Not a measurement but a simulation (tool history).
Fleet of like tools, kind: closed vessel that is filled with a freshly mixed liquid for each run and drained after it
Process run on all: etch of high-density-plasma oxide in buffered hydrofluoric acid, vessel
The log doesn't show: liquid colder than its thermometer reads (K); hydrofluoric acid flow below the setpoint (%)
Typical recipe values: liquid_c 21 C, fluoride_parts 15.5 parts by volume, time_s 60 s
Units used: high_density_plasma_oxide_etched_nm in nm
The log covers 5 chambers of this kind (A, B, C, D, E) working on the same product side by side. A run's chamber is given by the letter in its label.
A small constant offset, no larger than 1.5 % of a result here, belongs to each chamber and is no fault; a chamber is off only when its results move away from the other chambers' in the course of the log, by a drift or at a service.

run	hour	liquid_c	fluoride_parts	time_s	hours since the thermometer was replaced	hours since the hydrofluoric acid flow meter was replaced	read-back film thickness of the high-density-plasma oxide reference wafer, read on the same gauge (nm)	high_density_plasma_oxide_etched_nm
1A	8.6	21	15.5	60	2494.0	318.9	79.983	41.169
2E	17.7	21	15.5	60	488.8	491.5	80.059	40.786
3C	27.0	21	15.5	60	472.3	991.3	80.032	41.095
4D	36.3	21	15.5	60	1435.1	1136.0	79.990	41.115
5B	50.1	21	15.5	60	154.4	528.9	80.045	40.979
6E	63.1	21	15.5	60	534.2	536.9	79.987	40.627
# hour 73.4: chamber A: thermometer replaced
7C	76.2	21	15.5	60	521.5	1040.5	79.972	41.350
8A	84.4	21	15.5	60	11.0	394.7	79.970	41.164
9D	96.6	24	15.5	60	1495.4	1196.3	79.990	48.663
10B	105.5	24	15.5	60	209.8	584.3	80.019	48.024
11B	117.1	24	15.5	60	221.4	595.9	79.994	48.022
12E	127.3	24	15.5	60	598.4	601.1	80.069	48.500
# hour 129.3: chamber E: hydrofluoric acid flow meter replaced
13D	139.2	24	15.5	60	1538.0	1238.9	80.025	48.567
14A	146.6	21	15.5	60	73.2	456.9	80.027	41.328
15C	160.5	21	13.5	75	605.8	1124.8	80.038	57.967
16A	174.5	21	13.5	75	101.1	484.8	80.026	59.690
17E	183.3	21	13.5	75	654.4	54.0	80.018	58.852
18B	189.8	21	13.5	75	294.1	668.6	79.960	58.275
19C	200.1	21	13.5	75	645.4	1164.4	79.988	58.901
20D	206.8	21	15.5	60	1605.6	1306.5	79.977	41.118
21B	213.8	21	15.5	60	318.1	692.6	80.035	39.883
22C	221.0	21	15.5	60	666.3	1185.3	79.949	40.919
23E	235.2	21	15.5	60	706.3	105.9	80.054	40.538
24A	247.1	21	15.5	60	173.7	557.4	80.021	41.310
25D	253.8	21	15.5	60	1652.6	1353.5	79.968	41.090
26C	260.8	21	15.5	60	706.1	1225.1	80.018	41.316
27E	274.5	23	15.5	75	745.6	145.2	79.987	56.286
28D	287.5	23	15.5	75	1686.3	1387.2	79.993	57.562
29B	296.3	23	15.5	75	400.6	775.1	80.039	56.045
30A	308.4	23	15.5	75	235.0	618.7	79.977	57.560
31E	320.0	23	15.5	75	791.1	190.7	80.014	56.663
32C	327.0	21	15.5	60	772.3	1291.3	79.987	41.262
33B	335.5	21	15.5	60	439.8	814.3	79.972	40.105
34D	348.5	21	15.5	60	1747.3	1448.2	79.953	41.299
35A	355.0	21	15.5	60	281.6	665.3	80.050	41.230
36E	362.9	21	15.5	60	834.0	233.6	80.005	40.647
37B	376.1	21	15.5	60	480.4	854.9	80.005	39.560
38D	390.6	21	12.0	60	1789.4	1490.3	79.949	53.254
39A	397.3	21	12.0	60	323.9	707.6	80.049	53.389

Read the log: is a single chamber off, either drifting away or since a service, is the gauge that measures every chamber drifting, or is nothing wrong beyond small per-chamber offsets? Name any odd chamber and what most likely caused it.

Little by little, chamber B moves away from the other chambers.
What lies behind it: hydrofluoric acid flow below the setpoint (%) = 3.11.
The log may not tell that from: liquid colder than its thermometer reads (K).

Here are 4 candidates for chamber B's next run, each the usual settings with a change, their results left as question marks. Which one brings its results back in line with what the others give on the usual settings?
Allowed miss from the other chambers' usual-settings mean, per result, to count as in line: high_density_plasma_oxide_etched_nm 0.810 nm
40B-1	407.7	19.5	15.5	60				?
40B-2	407.7	21.0	15.0	60				?
40B-3	407.7	21.0	16.0	60				?
40B-4	407.7	21.0	15.5	65				?

Average result of the remaining chambers running the usual settings: high_density_plasma_oxide_etched_nm 41.078 nm
run	high_density_plasma_oxide_etched_nm
40B-1	36.289
40B-2	40.759
40B-3	38.216
40B-4	42.734
40B-2 brings the chamber back in line.
